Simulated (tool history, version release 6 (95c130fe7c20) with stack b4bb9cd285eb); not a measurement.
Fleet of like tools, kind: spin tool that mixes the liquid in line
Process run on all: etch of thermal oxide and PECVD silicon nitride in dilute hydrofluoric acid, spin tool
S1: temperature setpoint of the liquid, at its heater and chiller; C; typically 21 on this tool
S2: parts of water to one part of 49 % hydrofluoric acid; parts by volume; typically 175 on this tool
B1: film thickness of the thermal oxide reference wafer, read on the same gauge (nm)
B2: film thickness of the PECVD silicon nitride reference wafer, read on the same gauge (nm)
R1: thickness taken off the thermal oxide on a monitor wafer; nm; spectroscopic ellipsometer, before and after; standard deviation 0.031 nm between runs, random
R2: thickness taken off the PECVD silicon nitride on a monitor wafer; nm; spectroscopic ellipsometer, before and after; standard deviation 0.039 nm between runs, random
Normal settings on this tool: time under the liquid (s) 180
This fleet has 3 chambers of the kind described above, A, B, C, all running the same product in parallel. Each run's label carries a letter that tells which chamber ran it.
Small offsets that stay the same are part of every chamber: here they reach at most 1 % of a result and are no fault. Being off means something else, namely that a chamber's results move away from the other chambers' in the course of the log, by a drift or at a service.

{"run": "1C", "hour": 9.7, "S1": 21, "S2": 175, "time under the liquid (s)": 180, "B1": 110, "B2": 150.01, "R1": 3.97, "R2": 1.5035}
{"run": "2B", "hour": 18.7, "S1": 21, "S2": 175, "time under the liquid (s)": 180, "B1": 110, "B2": 149.97, "R1": 3.9473, "R2": 1.4888}
{"run": "3A", "hour": 30.5, "S1": 21, "S2": 175, "time under the liquid (s)": 180, "B1": 110.01, "B2": 150.02, "R1": 4.0106, "R2": 1.54}
{"run": "4B", "hour": 40.7, "S1": 21, "S2": 175, "time under the liquid (s)": 180, "B1": 109.97, "B2": 150.04, "R1": 3.9359, "R2": 1.4818}
{"run": "5A", "hour": 48.3, "S1": 23, "S2": 175, "time under the liquid (s)": 180, "B1": 110, "B2": 150.01, "R1": 4.3376, "R2": 1.69}
{"run": "6C", "hour": 54.5, "S1": 23, "S2": 175, "time under the liquid (s)": 180, "B1": 109.99, "B2": 150, "R1": 4.3518, "R2": 1.6983}
{"run": "7C", "hour": 67.1, "S1": 23, "S2": 175, "time under the liquid (s)": 180, "B1": 110.02, "B2": 150, "R1": 4.2825, "R2": 1.8098}
{"run": "8B", "hour": 76.8, "S1": 21, "S2": 175, "time under the liquid (s)": 180, "B1": 110, "B2": 150.02, "R1": 3.9251, "R2": 1.4536}
{"run": "9A", "hour": 87.7, "S1": 21, "S2": 175, "time under the liquid (s)": 180, "B1": 110.02, "B2": 150.05, "R1": 4.008, "R2": 1.566}
{"run": "10C", "hour": 98.2, "S1": 21, "S2": 175, "time under the liquid (s)": 180, "B1": 110, "B2": 149.99, "R1": 3.9741, "R2": 1.4713}
{"run": "11B", "hour": 105.9, "S1": 21, "S2": 175, "time under the liquid (s)": 180, "B1": 109.98, "B2": 150, "R1": 3.9716, "R2": 1.4601}
{"run": "12A", "hour": 114.5, "S1": 21, "S2": 175, "time under the liquid (s)": 180, "B1": 110, "B2": 150.03, "R1": 4.0983, "R2": 1.5499}
{"run": "13B", "hour": 126.5, "S1": 21, "S2": 175, "time under the liquid (s)": 180, "B1": 110.02, "B2": 150, "R1": 3.9558, "R2": 1.4807}
{"hour": 136.5, "done": "chamber B: hydrofluoric acid flow meter replaced"}
{"run": "14A", "hour": 136.7, "S1": 18, "S2": 175, "time under the liquid (s)": 240, "B1": 110.02, "B2": 149.99, "R1": 4.8206, "R2": 1.7058}
{"run": "15C", "hour": 148.8, "S1": 18, "S2": 175, "time under the liquid (s)": 240, "B1": 109.99, "B2": 149.99, "R1": 4.6679, "R2": 1.7071}
{"run": "16A", "hour": 156.8, "S1": 18, "S2": 175, "time under the liquid (s)": 240, "B1": 110, "B2": 150, "R1": 4.8558, "R2": 1.6692}
{"run": "17B", "hour": 168.0, "S1": 21, "S2": 175, "time under the liquid (s)": 180, "B1": 110.01, "B2": 150.01, "R1": 3.9263, "R2": 1.4708}
{"run": "18C", "hour": 175.4, "S1": 21, "S2": 175, "time under the liquid (s)": 180, "B1": 110, "B2": 149.99, "R1": 4.0322, "R2": 1.4797}
{"run": "19A", "hour": 186.1, "S1": 21, "S2": 175, "time under the liquid (s)": 180, "B1": 109.98, "B2": 150.02, "R1": 4.1271, "R2": 1.5131}
{"run": "20B", "hour": 194.3, "S1": 21, "S2": 175, "time under the liquid (s)": 180, "B1": 110, "B2": 149.97, "R1": 3.9524, "R2": 1.5549}
{"run": "21C", "hour": 200.1, "S1": 19, "S2": 175, "time under the liquid (s)": 110, "B1": 109.98, "B2": 150, "R1": 2.2429, "R2": 0.83062}
{"run": "22C", "hour": 206.3, "S1": 19, "S2": 175, "time under the liquid (s)": 110, "B1": 110.02, "B2": 150.01, "R1": 2.254, "R2": 0.84784}
{"run": "23A", "hour": 215.7, "S1": 19, "S2": 175, "time under the liquid (s)": 110, "B1": 110.02, "B2": 149.96, "R1": 2.3621, "R2": 0.84218}
{"run": "24B", "hour": 224.4, "S1": 21, "S2": 175, "time under the liquid (s)": 180, "B1": 109.99, "B2": 149.98, "R1": 3.9497, "R2": 1.5019}
{"run": "25C", "hour": 231.0, "S1": 21, "S2": 175, "time under the liquid (s)": 180, "B1": 110, "B2": 149.99, "R1": 3.9437, "R2": 1.5306}
{"run": "26B", "hour": 242.6, "S1": 21, "S2": 175, "time under the liquid (s)": 180, "B1": 109.98, "B2": 149.98, "R1": 3.9072, "R2": 1.5329}
{"run": "27A", "hour": 255.8, "S1": 21, "S2": 175, "time under the liquid (s)": 180, "B1": 110, "B2": 150, "R1": 4.1342, "R2": 1.5792}
{"run": "28B", "hour": 264.1, "S1": 21, "S2": 175, "time under the liquid (s)": 180, "B1": 110.02, "B2": 150.01, "R1": 3.8842, "R2": 1.4737}
{"run": "29C", "hour": 271.4, "S1": 21, "S2": 175, "time under the liquid (s)": 180, "B1": 110, "B2": 150, "R1": 3.9703, "R2": 1.4859}
{"run": "30A", "hour": 284.3, "S1": 21, "S2": 175, "time under the liquid (s)": 180, "B1": 110.03, "B2": 150, "R1": 4.2206, "R2": 1.5864}
{"run": "31A", "hour": 291.1, "S1": 21, "S2": 175, "time under the liquid (s)": 180, "B1": 110.01, "B2": 150.04, "R1": 4.185, "R2": 1.6186}
{"run": "32B", "hour": 301.4, "S1": 21, "S2": 175, "time under the liquid (s)": 180, "B1": 110.01, "B2": 150.01, "R1": 3.9715, "R2": 1.4803}
{"hour": 311.9, "done": "chamber C: hydrofluoric acid flow meter replaced"}
{"run": "33C", "hour": 313.4, "S1": 21, "S2": 175, "time under the liquid (s)": 180, "B1": 109.99, "B2": 150, "R1": 3.9871, "R2": 1.508}
{"run": "34B", "hour": 325.9, "S1": 21, "S2": 175, "time under the liquid (s)": 180, "B1": 110, "B2": 150, "R1": 3.9955, "R2": 1.5258}
{"run": "35A", "hour": 338.3, "S1": 21, "S2": 175, "time under the liquid (s)": 180, "B1": 110.01, "B2": 150.01, "R1": 4.2951, "R2": 1.5978}
{"run": "36C", "hour": 349.2, "S1": 21, "S2": 175, "time under the liquid (s)": 180, "B1": 109.99, "B2": 150, "R1": 3.9499, "R2": 1.5255}
{"run": "37A", "hour": 356.7, "S1": 21, "S2": 175, "time under the liquid (s)": 180, "B1": 109.98, "B2": 149.98, "R1": 4.3003, "R2": 1.6462}
{"run": "38C", "hour": 363.4, "S1": 21, "S2": 175, "time under the liquid (s)": 180, "B1": 110.01, "B2": 150.02, "R1": 3.9949, "R2": 1.5268}
{"run": "39B", "hour": 369.6, "S1": 21, "S2": 175, "time under the liquid (s)": 180, "B1": 109.99, "B2": 150, "R1": 3.9428, "R2": 1.5679}

Decide between three cases: one chamber stands off from its peers, the gauge reading all wafers drifts, or nothing is wrong past each chamber's small offset. Where a chamber is off, say which and what most likely put it there.

One chamber, A, drifts off from the rest bit by bit.
Cause: hydrofluoric acid flow above the setpoint (%) = 6.27.

Which of the 4 candidates below, each the usual settings with something changed and its results left as question marks, puts chamber A back in line with what the other chambers give on the usual settings?
Counts as in line when no further than this from what the other chambers average on the usual settings: R1 0.11 nm; R2 0.14 nm
{"run": "40A-1", "hour": 379.0, "S1": 21, "S2": 170, "time under the liquid (s)": 180, "R1": "?", "R2": "?"}
{"run": "40A-2", "hour": 379.0, "S1": 21, "S2": 185, "time under the liquid (s)": 175, "R1": "?", "R2": "?"}
{"run": "40A-3", "hour": 379.0, "S1": 20.5, "S2": 165, "time under the liquid (s)": 185, "R1": "?", "R2": "?"}
{"run": "40A-4", "hour": 379.0, "S1": 21, "S2": 180, "time under the liquid (s)": 180, "R1": "?", "R2": "?"}

What the other chambers average on the usual settings: R1 3.9525 nm; R2 1.5019 nm
run=40A-1 R1=4.4379 R2=1.678
run=40A-2 R1=3.9051 R2=1.5014
run=40A-3 R1=4.6335 R2=1.7192
run=40A-4 R1=4.1491 R2=1.5865
It is 40A-2 that realigns the chamber with its peers.

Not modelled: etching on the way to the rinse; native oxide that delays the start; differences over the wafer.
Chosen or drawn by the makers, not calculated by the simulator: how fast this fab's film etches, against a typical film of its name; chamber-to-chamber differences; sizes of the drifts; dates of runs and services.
